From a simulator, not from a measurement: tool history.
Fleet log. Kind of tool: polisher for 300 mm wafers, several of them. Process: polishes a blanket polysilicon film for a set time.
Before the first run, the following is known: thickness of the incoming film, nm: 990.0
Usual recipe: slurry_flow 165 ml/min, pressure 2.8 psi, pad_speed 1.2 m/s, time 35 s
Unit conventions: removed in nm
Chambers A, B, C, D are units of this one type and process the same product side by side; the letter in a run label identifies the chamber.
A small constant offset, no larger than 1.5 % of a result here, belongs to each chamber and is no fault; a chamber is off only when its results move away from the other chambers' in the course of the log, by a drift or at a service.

run,day,slurry_flow,pressure,pad_speed,time,wafers polished on this pad,hours since the slurry nozzle was cleaned,hours since the head pressure was calibrated,removed
# day 0.271: chamber C: worn pad replaced by a new one
1A,0.388,165,2.8,1.2,35,412,702.5,167.1,385.29
2D,0.875,165,2.8,1.2,35,626,545.5,839.3,390.59
# day 1.121: chamber A: slurry nozzle cleaned
# day 1.175: chamber B: worn pad replaced by a new one
# day 1.292: chamber D: head pressure recalibrated
3C,1.475,165,2.8,1.2,35,201,475.9,755.7,383.98
# day 1.842: chamber A: worn pad replaced by a new one
4B,2.096,165,2.8,1.2,35,154,332.2,118.8,382.15
5A,2.412,165,2.8,1.2,35,95,31,215.7,384.88
6B,2.721,165,2.8,1.2,35,258,347.2,133.8,383.22
7D,3.362,165,2.8,1.2,35,1041,605.2,49.8,389.06
8C,3.654,165,2.8,1.2,35,564,528.2,808,387.71
# day 4.021: chamber D: slurry nozzle cleaned
9A,4.204,200,2.8,1.52,35,394,74,258.7,496.64
# day 4.25: chamber B: worn pad replaced by a new one
10B,4.621,200,2.8,1.52,35,62,392.8,179.4,498.03
11D,4.933,200,2.8,1.52,35,1303,21.9,87.5,498.38
12C,5.308,200,2.8,1.52,35,840,567.9,847.7,500.62
13C,5.85,165,2.8,0.82,35,931,580.9,860.7,264.56
# day 6.175: chamber C: slurry nozzle cleaned
# day 6.425: chamber A: worn pad replaced by a new one
14D,6.442,165,2.8,0.82,35,1555,58.1,123.7,256.36
15B,6.75,165,2.8,0.82,35,417,443.9,230.5,259.78
16A,7.312,165,2.8,0.82,35,148,148.6,333.3,262.84
# day 7.829: chamber B: worn pad replaced by a new one
17D,7.933,165,2.8,1.2,35,1804,93.9,159.5,376.28
# day 8.188: chamber B: slurry nozzle cleaned
18A,8.262,165,2.8,1.2,35,306,171.4,356.1,384.85
19B,8.675,165,2.8,1.2,35,141,11.8,276.7,378.46
20C,8.996,165,2.8,1.2,35,1455,67.7,936.2,389.99
# day 9: chamber C: worn pad replaced by a new one
21A,9.65,145,2.8,0.92,35,538,204.7,389.4,290.47
22D,10.196,145,2.8,0.92,35,2181,148.2,213.8,274.35
# day 10.2: chamber A: worn pad replaced by a new one
23C,10.842,145,2.8,0.92,35,307,112,980.5,289.87
24B,11.479,145,2.8,0.92,35,609,79.1,344,286.13
# day 11.492: chamber B: worn pad replaced by a new one
25A,12.125,165,2.8,1.2,35,321,264.1,448.8,382.68
26D,12.775,165,2.8,1.2,35,2612,210.1,275.7,361.68
27B,13.358,165,2.8,1.2,35,311,124.2,389.1,380.73
28C,13.738,165,2.8,1.2,28,791,181.5,1050,306.44

Next, every chamber runs the same settings. What will each give?
29A,14.208,165,2.8,1.2,30,,,,?
29B,14.208,165,2.8,1.2,30,,,,?
29C,14.208,165,2.8,1.2,30,,,,?
29D,14.208,165,2.8,1.2,30,,,,?

run,removed
29A,324.37
29B,327.52
29C,326.87
29D,303.89
